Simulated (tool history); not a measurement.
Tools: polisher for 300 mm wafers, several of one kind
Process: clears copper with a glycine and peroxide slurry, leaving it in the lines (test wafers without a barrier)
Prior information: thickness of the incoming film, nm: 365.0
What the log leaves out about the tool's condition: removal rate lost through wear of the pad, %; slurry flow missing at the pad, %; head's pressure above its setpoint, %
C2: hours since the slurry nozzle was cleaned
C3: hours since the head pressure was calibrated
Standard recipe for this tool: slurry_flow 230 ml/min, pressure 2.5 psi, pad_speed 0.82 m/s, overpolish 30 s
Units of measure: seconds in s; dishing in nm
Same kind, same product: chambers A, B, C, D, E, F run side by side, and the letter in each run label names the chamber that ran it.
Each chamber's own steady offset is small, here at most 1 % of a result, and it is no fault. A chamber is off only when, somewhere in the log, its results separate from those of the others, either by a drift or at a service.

Run 1C, hour 8.1: usual settings; wafers polished on this pad 275; C2 175.8; C3 699.8. Result: seconds 84.66 s, dishing 63.572 nm.
Run 2A, hour 18.8: usual settings; wafers polished on this pad 788; C2 379.8; C3 366.2. Result: seconds 81.368 s, dishing 63.268 nm.
At hour 27.4: chamber B: worn pad replaced by a new one.
Run 3F, hour 32.6: usual settings; wafers polished on this pad 444; C2 465.8; C3 166.5. Result: seconds 80.365 s, dishing 62.626 nm.
Run 4D, hour 42: usual settings; wafers polished on this pad 801; C2 204.4; C3 1018.5. Result: seconds 78.124 s, dishing 63.918 nm.
Run 5B, hour 48.9: usual settings but overpolish 45 s; wafers polished on this pad 189; C2 347.5; C3 625.2. Result: seconds 81.393 s, dishing 75.403 nm.
Run 6E, hour 57.8: usual settings but overpolish 45 s; wafers polished on this pad 784; C2 295.3; C3 866. Result: seconds 81.955 s, dishing 74.924 nm.
At hour 60.7: chamber E: worn pad replaced by a new one.
Run 7C, hour 65.1: usual settings but overpolish 45 s; wafers polished on this pad 777; C2 232.8; C3 756.8. Result: seconds 81.004 s, dishing 76.182 nm.
Run 8B, hour 75.9: usual settings but overpolish 45 s; wafers polished on this pad 427; C2 374.5; C3 652.2. Result: seconds 81.259 s, dishing 75.863 nm.
At hour 76.6: chamber D: worn pad replaced by a new one.
Run 9E, hour 82.9: usual settings but overpolish 45 s; wafers polished on this pad 195; C2 320.4; C3 891.1. Result: seconds 79.065 s, dishing 75.839 nm.
Run 10A, hour 94.4: usual settings but overpolish 45 s; wafers polished on this pad 1454; C2 455.4; C3 441.8. Result: seconds 80.011 s, dishing 77.147 nm.
Run 11D, hour 108.3: usual settings; wafers polished on this pad 279; C2 270.7; C3 1084.8. Result: seconds 77.691 s, dishing 64.657 nm.
At hour 117.5: chamber F: worn pad replaced by a new one.
At hour 119.4: chamber D: head pressure recalibrated.
Run 12F, hour 121.8: usual settings; wafers polished on this pad 38; C2 555; C3 255.7. Result: seconds 81.473 s, dishing 64.079 nm.
At hour 125.5: chamber C: worn pad replaced by a new one.
At hour 134.3: chamber B: worn pad replaced by a new one.
Run 13F, hour 135.9: usual settings; wafers polished on this pad 162; C2 569.1; C3 269.8. Result: seconds 80.263 s, dishing 62.815 nm.
At hour 143.8: chamber E: worn pad replaced by a new one.
Run 14E, hour 149.3: usual settings; wafers polished on this pad 48; C2 386.8; C3 957.5. Result: seconds 81.829 s, dishing 62.265 nm.
Run 15B, hour 162.2: usual settings; wafers polished on this pad 245; C2 460.8; C3 738.5. Result: seconds 83.341 s, dishing 62.703 nm.
Run 16D, hour 169.1: usual settings but pressure 3.3 psi, overpolish 21 s; wafers polished on this pad 814; C2 331.5; C3 49.7. Result: seconds 64.185 s, dishing 58.587 nm.
Run 17C, hour 179.4: usual settings but pressure 3.3 psi, overpolish 21 s; wafers polished on this pad 474; C2 347.1; C3 871.1. Result: seconds 64.609 s, dishing 59.571 nm.
Run 18A, hour 186.8: usual settings but pressure 3.3 psi, overpolish 21 s; wafers polished on this pad 2267; C2 547.8; C3 534.2. Result: seconds 66.23 s, dishing 58.697 nm.
At hour 188.3: chamber F: head pressure recalibrated.
Run 19E, hour 194.3: usual settings but pressure 3.3 psi, overpolish 21 s; wafers polished on this pad 444; C2 431.8; C3 1002.5. Result: seconds 65.224 s, dishing 58.138 nm.
At hour 198.5: chamber C: slurry nozzle cleaned.
At hour 200.1: chamber F: slurry nozzle cleaned.
Run 20F, hour 208.2: usual settings but pressure 3.3 psi, overpolish 21 s; wafers polished on this pad 798; C2 8.1; C3 19.9. Result: seconds 64.258 s, dishing 57.846 nm.
At hour 211.7: chamber D: worn pad replaced by a new one.
Run 21C, hour 219.3: usual settings but pressure 3.3 psi, overpolish 21 s; wafers polished on this pad 825; C2 20.9; C3 911. Result: seconds 64.138 s, dishing 58.984 nm.
At hour 225.4: chamber E: worn pad replaced by a new one.
Run 22D, hour 233.3: usual settings but slurry_flow 290 ml/min, pad_speed 0.94 m/s; wafers polished on this pad 190; C2 395.7; C3 113.9. Result: seconds 68.746 s, dishing 66.873 nm.
Run 23A, hour 243: usual settings but slurry_flow 290 ml/min, pad_speed 0.94 m/s; wafers polished on this pad 2762; C2 604; C3 590.4. Result: seconds 72.546 s, dishing 66.334 nm.
Run 24B, hour 253.9: usual settings but slurry_flow 290 ml/min, pad_speed 0.94 m/s; wafers polished on this pad 1053; C2 552.5; C3 830.2. Result: seconds 72.18 s, dishing 65.975 nm.
Run 25C, hour 263: usual settings but slurry_flow 290 ml/min, pad_speed 0.94 m/s; wafers polished on this pad 1210; C2 64.6; C3 954.7. Result: seconds 70.634 s, dishing 69.158 nm.
At hour 268.1: chamber B: worn pad replaced by a new one.
At hour 268.3: chamber F: worn pad replaced by a new one.
At hour 268.7: chamber C: worn pad replaced by a new one.
Run 26E, hour 272.7: usual settings but slurry_flow 290 ml/min, pad_speed 0.94 m/s; wafers polished on this pad 416; C2 510.2; C3 1080.9. Result: seconds 72.325 s, dishing 67.382 nm.
Run 27B, hour 283.6: usual settings but slurry_flow 290 ml/min, pad_speed 0.94 m/s; wafers polished on this pad 137; C2 582.2; C3 859.9. Result: seconds 69.86 s, dishing 67.629 nm.
At hour 286.2: chamber B: head pressure recalibrated.
Run 28A, hour 296.6: usual settings; wafers polished on this pad 3234; C2 657.6; C3 644. Result: seconds 83.894 s, dishing 62.668 nm.
At hour 303.7: chamber E: worn pad replaced by a new one.
Run 29D, hour 307.1: usual settings; wafers polished on this pad 839; C2 469.5; C3 187.7. Result: seconds 83.226 s, dishing 63.771 nm.
Run 30F, hour 316.8: usual settings; wafers polished on this pad 427; C2 116.7; C3 128.5. Result: seconds 80.392 s, dishing 64.136 nm.
Run 31F, hour 326: usual settings but slurry_flow 205 ml/min, pad_speed 0.6 m/s; wafers polished on this pad 508; C2 125.9; C3 137.7. Result: seconds 103.78 s, dishing 56.831 nm.
At hour 326.1: chamber D: worn pad replaced by a new one.
Run 32E, hour 333.4: usual settings but slurry_flow 205 ml/min, pad_speed 0.6 m/s; wafers polished on this pad 261; C2 570.9; C3 1141.6. Result: seconds 106.6 s, dishing 54.375 nm.
Run 33B, hour 341.7: usual settings but slurry_flow 205 ml/min, pad_speed 0.6 m/s; wafers polished on this pad 648; C2 640.3; C3 55.5. Result: seconds 104.84 s, dishing 56.92 nm.
Run 34A, hour 349.7: usual settings but slurry_flow 205 ml/min, pad_speed 0.6 m/s; wafers polished on this pad 3701; C2 710.7; C3 697.1. Result: seconds 107.37 s, dishing 54.344 nm.
Run 35D, hour 359: usual settings but slurry_flow 205 ml/min, pad_speed 0.6 m/s; wafers polished on this pad 290; C2 521.4; C3 239.6. Result: seconds 103.41 s, dishing 56.402 nm.
Run 36C, hour 370.8: usual settings but slurry_flow 205 ml/min, pad_speed 0.6 m/s; wafers polished on this pad 899; C2 172.4; C3 1062.5. Result: seconds 104.02 s, dishing 56.617 nm.
Run 37D, hour 383: usual settings; wafers polished on this pad 501; C2 545.4; C3 263.6. Result: seconds 81.347 s, dishing 63.751 nm.
Run 38F, hour 395.6: usual settings; wafers polished on this pad 1120; C2 195.5; C3 207.3. Result: seconds 80.102 s, dishing 63.472 nm.
At hour 398: chamber C: head pressure recalibrated.
Run 39A, hour 402.2: usual settings; wafers polished on this pad 4164; C2 763.2; C3 749.6. Result: seconds 88.019 s, dishing 61.249 nm.
At hour 414.9: chamber C: worn pad replaced by a new one.
Run 40C, hour 415.4: usual settings but pad_speed 0.94 m/s, overpolish 20 s; wafers polished on this pad 4; C2 217; C3 17.5. Result: seconds 73.917 s, dishing 52.606 nm.

Next, all 6 chambers run the settings below, one line each with question marks for the results. What does each chamber give?
Run 41A, hour 426.1: usual settings but pad_speed 1.04 m/s. Result: seconds ?, dishing ?.
Run 41B, hour 426.1: usual settings but pad_speed 1.04 m/s. Result: seconds ?, dishing ?.
Run 41C, hour 426.1: usual settings but pad_speed 1.04 m/s. Result: seconds ?, dishing ?.
Run 41D, hour 426.1: usual settings but pad_speed 1.04 m/s. Result: seconds ?, dishing ?.
Run 41E, hour 426.1: usual settings but pad_speed 1.04 m/s. Result: seconds ?, dishing ?.
Run 41F, hour 426.1: usual settings but pad_speed 1.04 m/s. Result: seconds ?, dishing ?.

run  seconds  dishing
41A   72.472   65.648
41B   70.001   68.499
41C   65.171   67.757
41D   66.784   67.016
41E   68.716   67.013
41F   66.524   67.439
